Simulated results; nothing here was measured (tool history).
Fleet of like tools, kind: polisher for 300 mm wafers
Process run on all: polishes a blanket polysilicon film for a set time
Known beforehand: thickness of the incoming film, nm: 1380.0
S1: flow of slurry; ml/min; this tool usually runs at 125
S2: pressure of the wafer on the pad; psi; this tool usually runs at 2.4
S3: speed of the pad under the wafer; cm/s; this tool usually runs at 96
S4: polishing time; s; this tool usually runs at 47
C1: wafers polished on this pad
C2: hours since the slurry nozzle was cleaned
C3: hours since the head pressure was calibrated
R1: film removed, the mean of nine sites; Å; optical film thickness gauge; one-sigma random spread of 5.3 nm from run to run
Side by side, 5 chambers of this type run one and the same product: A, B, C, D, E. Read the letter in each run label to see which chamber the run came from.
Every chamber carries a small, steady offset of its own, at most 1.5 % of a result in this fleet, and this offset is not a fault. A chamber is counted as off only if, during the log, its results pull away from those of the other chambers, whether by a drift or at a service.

At hour 9.2: chamber A: worn pad replaced by a new one.
Run 1C, hour 11.4: usual settings; C1 320; C2 73; C3 415.1. Result: R1 3443.3 Å.
Run 2D, hour 19.5: usual settings; C1 792; C2 888.7; C3 591.9. Result: R1 3548.3 Å.
Run 3A, hour 29.2: usual settings; C1 299; C2 598.8; C3 205.7. Result: R1 3489.4 Å.
Run 4E, hour 38.5: usual settings; C1 1002; C2 367.4; C3 274. Result: R1 3476.9 Å.
At hour 42.7: chamber D: worn pad replaced by a new one.
At hour 52.2: chamber B: worn pad replaced by a new one.
Run 5B, hour 54: usual settings; C1 26; C2 289.8; C3 396.2. Result: R1 3544.9 Å.
At hour 54.1: chamber C: worn pad replaced by a new one.
At hour 58.1: chamber D: slurry nozzle cleaned.
Run 6B, hour 65.5: usual settings; C1 198; C2 301.3; C3 407.7. Result: R1 3473.5 Å.
At hour 68.7: chamber E: worn pad replaced by a new one.
Run 7D, hour 74.2: usual settings; C1 471; C2 16.1; C3 646.6. Result: R1 3499.8 Å.
Run 8C, hour 81.7: usual settings; C1 412; C2 143.3; C3 485.4. Result: R1 3454.8 Å.
At hour 82.1: chamber A: slurry nozzle cleaned.
At hour 82.2: chamber A: worn pad replaced by a new one.
Run 9E, hour 89.6: usual settings; C1 312; C2 418.5; C3 325.1. Result: R1 3439.9 Å.
At hour 91.9: chamber B: slurry nozzle cleaned.
Run 10A, hour 99.5: usual settings; C1 258; C2 17.4; C3 276. Result: R1 3422.6 Å.
Run 11C, hour 108.1: usual settings; C1 806; C2 169.7; C3 511.8. Result: R1 3416.4 Å.
At hour 115.3: chamber E: head pressure recalibrated.
At hour 118.6: chamber C: worn pad replaced by a new one.
At hour 119.9: chamber B: worn pad replaced by a new one.
At hour 120.9: chamber D: worn pad replaced by a new one.
Run 12D, hour 123.1: usual settings but S1 100 ml/min, S4 56 s; C1 34; C2 65; C3 695.5. Result: R1 3928.1 Å.
Run 13B, hour 130: usual settings but S1 100 ml/min, S4 56 s; C1 151; C2 38.1; C3 472.2. Result: R1 3977.1 Å.
Run 14E, hour 145.4: usual settings but S1 100 ml/min, S4 56 s; C1 1144; C2 474.3; C3 30.2. Result: R1 3999.2 Å.
At hour 151.8: chamber C: head pressure recalibrated.
Run 15A, hour 156.1: usual settings but S1 100 ml/min, S4 56 s; C1 1103; C2 74; C3 332.6. Result: R1 3908.2 Å.
At hour 159.6: chamber A: worn pad replaced by a new one.
At hour 162.7: chamber E: worn pad replaced by a new one.
Run 16E, hour 167.2: usual settings but S1 100 ml/min, S4 56 s; C1 67; C2 496.1; C3 52. Result: R1 4056.1 Å.
Run 17D, hour 182.6: usual settings; C1 922; C2 124.5; C3 755. Result: R1 3363 Å.
At hour 183.6: chamber D: worn pad replaced by a new one.
At hour 183.9: chamber C: worn pad replaced by a new one.
Run 18C, hour 195.8: usual settings; C1 178; C2 257.4; C3 44.1. Result: R1 3570.9 Å.
At hour 208.5: chamber B: worn pad replaced by a new one.
Run 19B, hour 208.7: usual settings but S2 1.9 psi, S3 108 cm/s; C1 3; C2 116.8; C3 550.9. Result: R1 3154.4 Å.
Run 20A, hour 218.4: usual settings but S2 1.9 psi, S3 108 cm/s; C1 877; C2 136.3; C3 394.9. Result: R1 3059.7 Å.
At hour 225.9: chamber A: worn pad replaced by a new one.
Run 21D, hour 226.7: usual settings but S2 1.9 psi, S3 108 cm/s; C1 643; C2 168.6; C3 799.1. Result: R1 3044.2 Å.
Run 22A, hour 234.9: usual settings but S2 1.9 psi, S3 108 cm/s; C1 135; C2 152.8; C3 411.4. Result: R1 3104.8 Å.
At hour 246.4: chamber E: worn pad replaced by a new one.
Run 23E, hour 250.6: usual settings but S2 1.9 psi, S3 108 cm/s; C1 63; C2 579.5; C3 135.4. Result: R1 3105.5 Å.
At hour 252.5: chamber C: worn pad replaced by a new one.
Run 24B, hour 259.9: usual settings; C1 766; C2 168; C3 602.1. Result: R1 3501.5 Å.
At hour 264.2: chamber D: worn pad replaced by a new one.
Run 25C, hour 270.1: usual settings; C1 263; C2 331.7; C3 118.4. Result: R1 3483.3 Å.
At hour 281.7: chamber B: worn pad replaced by a new one.
Run 26A, hour 285.1: usual settings; C1 884; C2 203; C3 461.6. Result: R1 3366.7 Å.
At hour 291.8: chamber A: worn pad replaced by a new one.
Run 27E, hour 300.7: usual settings; C1 810; C2 629.6; C3 185.5. Result: R1 3334.4 Å.
Run 28C, hour 311.8: usual settings; C1 885; C2 373.4; C3 160.1. Result: R1 3508.5 Å.
Run 29B, hour 324.1: usual settings; C1 633; C2 232.2; C3 666.3. Result: R1 3549.7 Å.
At hour 325.5: chamber D: worn pad replaced by a new one.
Run 30D, hour 337.5: usual settings but S1 110 ml/min, S2 1.8 psi; C1 179; C2 279.4; C3 909.9. Result: R1 2290 Å.
At hour 339.6: chamber E: slurry nozzle cleaned.
At hour 342.2: chamber E: worn pad replaced by a new one.
Run 31A, hour 345.5: usual settings but S1 110 ml/min, S2 1.8 psi; C1 802; C2 263.4; C3 522. Result: R1 2497.9 Å.
Run 32E, hour 355.3: usual settings but S1 110 ml/min, S2 1.8 psi; C1 195; C2 15.8; C3 240.1. Result: R1 2539.2 Å.

Is one chamber out of step, is the gauge drifting, or do the chambers differ by no more than their own small offsets? For an off chamber, give its letter and the likeliest cause.

Chamber D drifts away from the others.
Most likely cause: head's pressure below its setpoint, % = 11.9.
From this log alone, it may not be told apart from: slurry flow missing at the pad, %.

Chamber D could run next with any of the 4 candidate recipes listed below; each alters the usual settings, and their results appear as question marks. Which one brings its results back in line with what the other chambers deliver on the usual settings?
Allowed miss from the other chambers' usual-settings mean, per result, to count as in line: R1 180 Å
Run 33D-1, hour 366.6: usual settings but S4 48 s. Result: R1 ?.
Run 33D-2, hour 366.6: usual settings but S1 110 ml/min. Result: R1 ?.
Run 33D-3, hour 366.6: usual settings but S1 75 ml/min. Result: R1 ?.
Run 33D-4, hour 366.6: usual settings but S2 2.5 psi, S3 100 cm/s, S4 49 s. Result: R1 ?.

Other chambers, usual settings, mean: R1 3480 Å
  run      R1
33D-1  3165.3
33D-2  3012.5
33D-3    2704
33D-4  3504.4
The right change is 33D-4: it brings the chamber back within the allowed miss of the others.

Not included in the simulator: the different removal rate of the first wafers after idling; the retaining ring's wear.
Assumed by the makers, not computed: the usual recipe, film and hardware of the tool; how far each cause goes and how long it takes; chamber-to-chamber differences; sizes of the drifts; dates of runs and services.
